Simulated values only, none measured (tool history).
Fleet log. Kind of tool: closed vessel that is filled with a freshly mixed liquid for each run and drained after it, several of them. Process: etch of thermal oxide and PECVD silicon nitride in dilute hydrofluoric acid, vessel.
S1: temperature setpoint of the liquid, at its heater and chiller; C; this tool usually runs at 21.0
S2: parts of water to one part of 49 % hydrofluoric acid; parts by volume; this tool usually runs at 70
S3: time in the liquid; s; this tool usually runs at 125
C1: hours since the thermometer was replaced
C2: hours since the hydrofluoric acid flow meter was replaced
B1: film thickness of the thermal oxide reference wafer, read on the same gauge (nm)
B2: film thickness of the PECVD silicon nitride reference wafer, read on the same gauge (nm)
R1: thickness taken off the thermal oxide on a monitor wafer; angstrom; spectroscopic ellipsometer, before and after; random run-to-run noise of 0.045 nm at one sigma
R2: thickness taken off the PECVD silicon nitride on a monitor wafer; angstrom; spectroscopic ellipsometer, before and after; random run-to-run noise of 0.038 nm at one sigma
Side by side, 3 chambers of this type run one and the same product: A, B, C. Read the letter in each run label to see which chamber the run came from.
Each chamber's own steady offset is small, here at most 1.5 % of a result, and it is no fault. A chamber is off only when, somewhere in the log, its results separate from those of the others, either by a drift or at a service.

{"run": "1B", "hour": 5.6, "S1": 21.0, "S2": 70, "S3": 125, "C1": 399.1, "C2": 421.8, "B1": 149.99, "B2": 40.015, "R1": 76.848, "R2": 30.091}
{"run": "2A", "hour": 10.1, "S1": 21.0, "S2": 70, "S3": 125, "C1": 379.9, "C2": 604.1, "B1": 149.99, "B2": 40.01, "R1": 76.773, "R2": 30.793}
{"run": "3C", "hour": 15.0, "S1": 21.0, "S2": 70, "S3": 125, "C1": 357.5, "C2": 464.0, "B1": 150.02, "B2": 39.994, "R1": 77.505, "R2": 30.615}
{"run": "4B", "hour": 21.7, "S1": 21.0, "S2": 70, "S3": 125, "C1": 415.2, "C2": 437.9, "B1": 149.98, "B2": 40.013, "R1": 76.618, "R2": 30.405}
{"run": "5A", "hour": 29.3, "S1": 21.0, "S2": 70, "S3": 125, "C1": 399.1, "C2": 623.3, "B1": 150.01, "B2": 40.022, "R1": 76.477, "R2": 30.819}
{"run": "6C", "hour": 36.3, "S1": 21.0, "S2": 70, "S3": 125, "C1": 378.8, "C2": 485.3, "B1": 150.04, "B2": 39.997, "R1": 77.225, "R2": 29.8}
{"run": "7B", "hour": 44.0, "S1": 21.0, "S2": 70, "S3": 125, "C1": 437.5, "C2": 460.2, "B1": 150.01, "B2": 40.008, "R1": 77.346, "R2": 30.575}
{"run": "8C", "hour": 48.6, "S1": 21.0, "S2": 70, "S3": 125, "C1": 391.1, "C2": 497.6, "B1": 150.02, "B2": 39.994, "R1": 78.577, "R2": 30.263}
{"run": "9A", "hour": 55.9, "S1": 21.0, "S2": 70, "S3": 125, "C1": 425.7, "C2": 649.9, "B1": 149.98, "B2": 40.039, "R1": 76.837, "R2": 31.357}
{"run": "10B", "hour": 60.8, "S1": 21.0, "S2": 70, "S3": 70, "C1": 454.3, "C2": 477.0, "B1": 150.0, "B2": 40.008, "R1": 43.134, "R2": 16.945}
{"run": "11A", "hour": 69.6, "S1": 21.0, "S2": 70, "S3": 70, "C1": 439.4, "C2": 663.6, "B1": 149.99, "B2": 39.984, "R1": 43.065, "R2": 17.406}
{"run": "12C", "hour": 75.8, "S1": 21.0, "S2": 70, "S3": 70, "C1": 418.3, "C2": 524.8, "B1": 150.01, "B2": 40.003, "R1": 43.416, "R2": 17.01}
{"run": "13C", "hour": 85.1, "S1": 21.0, "S2": 70, "S3": 125, "C1": 427.6, "C2": 534.1, "B1": 150.0, "B2": 39.996, "R1": 77.993, "R2": 30.916}
{"run": "14A", "hour": 90.5, "S1": 21.0, "S2": 70, "S3": 125, "C1": 460.3, "C2": 684.5, "B1": 149.98, "B2": 40.019, "R1": 77.247, "R2": 30.662}
{"run": "15B", "hour": 98.2, "S1": 21.0, "S2": 70, "S3": 125, "C1": 491.7, "C2": 514.4, "B1": 150.0, "B2": 39.987, "R1": 76.133, "R2": 30.573}
{"run": "16B", "hour": 102.3, "S1": 21.0, "S2": 70, "S3": 125, "C1": 495.8, "C2": 518.5, "B1": 150.01, "B2": 39.992, "R1": 77.224, "R2": 29.942}
{"run": "17A", "hour": 108.7, "S1": 21.0, "S2": 70, "S3": 125, "C1": 478.5, "C2": 702.7, "B1": 149.98, "B2": 40.023, "R1": 77.02, "R2": 30.581}
{"run": "18C", "hour": 117.9, "S1": 21.0, "S2": 70, "S3": 125, "C1": 460.4, "C2": 566.9, "B1": 150.03, "B2": 40.017, "R1": 77.873, "R2": 30.394}
{"run": "19B", "hour": 123.7, "S1": 21.0, "S2": 70, "S3": 125, "C1": 517.2, "C2": 539.9, "B1": 149.99, "B2": 39.99, "R1": 77.004, "R2": 30.38}
{"run": "20C", "hour": 132.3, "S1": 21.0, "S2": 70, "S3": 125, "C1": 474.8, "C2": 581.3, "B1": 150.01, "B2": 40.001, "R1": 77.52, "R2": 29.568}
{"run": "21A", "hour": 137.9, "S1": 19.5, "S2": 70, "S3": 75, "C1": 507.7, "C2": 731.9, "B1": 150.03, "B2": 39.997, "R1": 43.621, "R2": 16.732}
{"run": "22B", "hour": 147.2, "S1": 19.5, "S2": 70, "S3": 75, "C1": 540.7, "C2": 563.4, "B1": 150.0, "B2": 40.026, "R1": 43.393, "R2": 16.354}
{"run": "23C", "hour": 154.9, "S1": 19.5, "S2": 70, "S3": 75, "C1": 497.4, "C2": 603.9, "B1": 150.01, "B2": 40.017, "R1": 44.288, "R2": 16.659}
{"run": "24A", "hour": 163.8, "S1": 21.0, "S2": 70, "S3": 125, "C1": 533.6, "C2": 757.8, "B1": 150.02, "B2": 40.024, "R1": 76.811, "R2": 30.286}
{"hour": 164.3, "done": "chamber C: thermometer replaced"}
{"run": "25B", "hour": 173.1, "S1": 21.0, "S2": 70, "S3": 125, "C1": 566.6, "C2": 589.3, "B1": 150.04, "B2": 39.984, "R1": 76.163, "R2": 29.44}
{"run": "26A", "hour": 178.0, "S1": 21.0, "S2": 70, "S3": 125, "C1": 547.8, "C2": 772.0, "B1": 150.02, "B2": 40.016, "R1": 76.406, "R2": 30.971}
{"run": "27C", "hour": 183.5, "S1": 21.0, "S2": 70, "S3": 125, "C1": 19.3, "C2": 632.5, "B1": 150.01, "B2": 39.959, "R1": 77.711, "R2": 30.536}
{"run": "28A", "hour": 191.9, "S1": 21.0, "S2": 70, "S3": 125, "C1": 561.7, "C2": 785.9, "B1": 150.01, "B2": 39.999, "R1": 76.556, "R2": 30.578}
{"run": "29B", "hour": 196.4, "S1": 21.0, "S2": 70, "S3": 125, "C1": 589.9, "C2": 612.6, "B1": 149.98, "B2": 39.992, "R1": 77.608, "R2": 30.266}
{"run": "30C", "hour": 203.5, "S1": 21.0, "S2": 70, "S3": 125, "C1": 39.3, "C2": 652.5, "B1": 149.96, "B2": 39.958, "R1": 77.688, "R2": 30.919}
{"run": "31C", "hour": 212.6, "S1": 21.0, "S2": 70, "S3": 125, "C1": 48.4, "C2": 661.6, "B1": 150.01, "B2": 40.013, "R1": 77.883, "R2": 30.65}
{"run": "32B", "hour": 220.6, "S1": 21.0, "S2": 70, "S3": 125, "C1": 614.1, "C2": 636.8, "B1": 150.01, "B2": 40.04, "R1": 76.62, "R2": 30.385}
{"run": "33A", "hour": 229.4, "S1": 21.0, "S2": 70, "S3": 125, "C1": 599.2, "C2": 823.4, "B1": 150.03, "B2": 40.025, "R1": 76.817, "R2": 30.277}
{"run": "34B", "hour": 237.9, "S1": 21.0, "S2": 70, "S3": 125, "C1": 631.4, "C2": 654.1, "B1": 150.01, "B2": 40.028, "R1": 76.733, "R2": 30.587}
{"run": "35A", "hour": 245.0, "S1": 21.0, "S2": 70, "S3": 125, "C1": 614.8, "C2": 839.0, "B1": 149.99, "B2": 40.027, "R1": 77.111, "R2": 30.169}
{"run": "36C", "hour": 249.9, "S1": 21.0, "S2": 70, "S3": 125, "C1": 85.7, "C2": 698.9, "B1": 150.0, "B2": 39.996, "R1": 78.616, "R2": 30.308}
{"run": "37C", "hour": 255.0, "S1": 21.0, "S2": 105, "S3": 65, "C1": 90.8, "C2": 704.0, "B1": 150.0, "B2": 40.002, "R1": 26.101, "R2": 10.805}
{"run": "38A", "hour": 260.3, "S1": 21.0, "S2": 105, "S3": 65, "C1": 630.1, "C2": 854.3, "B1": 150.02, "B2": 39.998, "R1": 25.45, "R2": 10.702}
{"run": "39B", "hour": 265.9, "S1": 21.0, "S2": 105, "S3": 65, "C1": 659.4, "C2": 682.1, "B1": 150.03, "B2": 39.99, "R1": 25.589, "R2": 10.892}
{"run": "40C", "hour": 271.9, "S1": 21.0, "S2": 70, "S3": 125, "C1": 107.7, "C2": 720.9, "B1": 150.02, "B2": 39.993, "R1": 77.37, "R2": 31.307}
{"run": "41A", "hour": 278.6, "S1": 18.0, "S2": 70, "S3": 190, "C1": 648.4, "C2": 872.6, "B1": 149.99, "B2": 39.969, "R1": 103.47, "R2": 37.374}

Which is it: a chamber that has drifted or been left off by a service, a gauge drift common to all chambers, or only each chamber's usual small offset? If a chamber is off, name it and its likeliest cause.

No chamber is off and the gauge is stable; the differences are just each chamber's small, constant offset.

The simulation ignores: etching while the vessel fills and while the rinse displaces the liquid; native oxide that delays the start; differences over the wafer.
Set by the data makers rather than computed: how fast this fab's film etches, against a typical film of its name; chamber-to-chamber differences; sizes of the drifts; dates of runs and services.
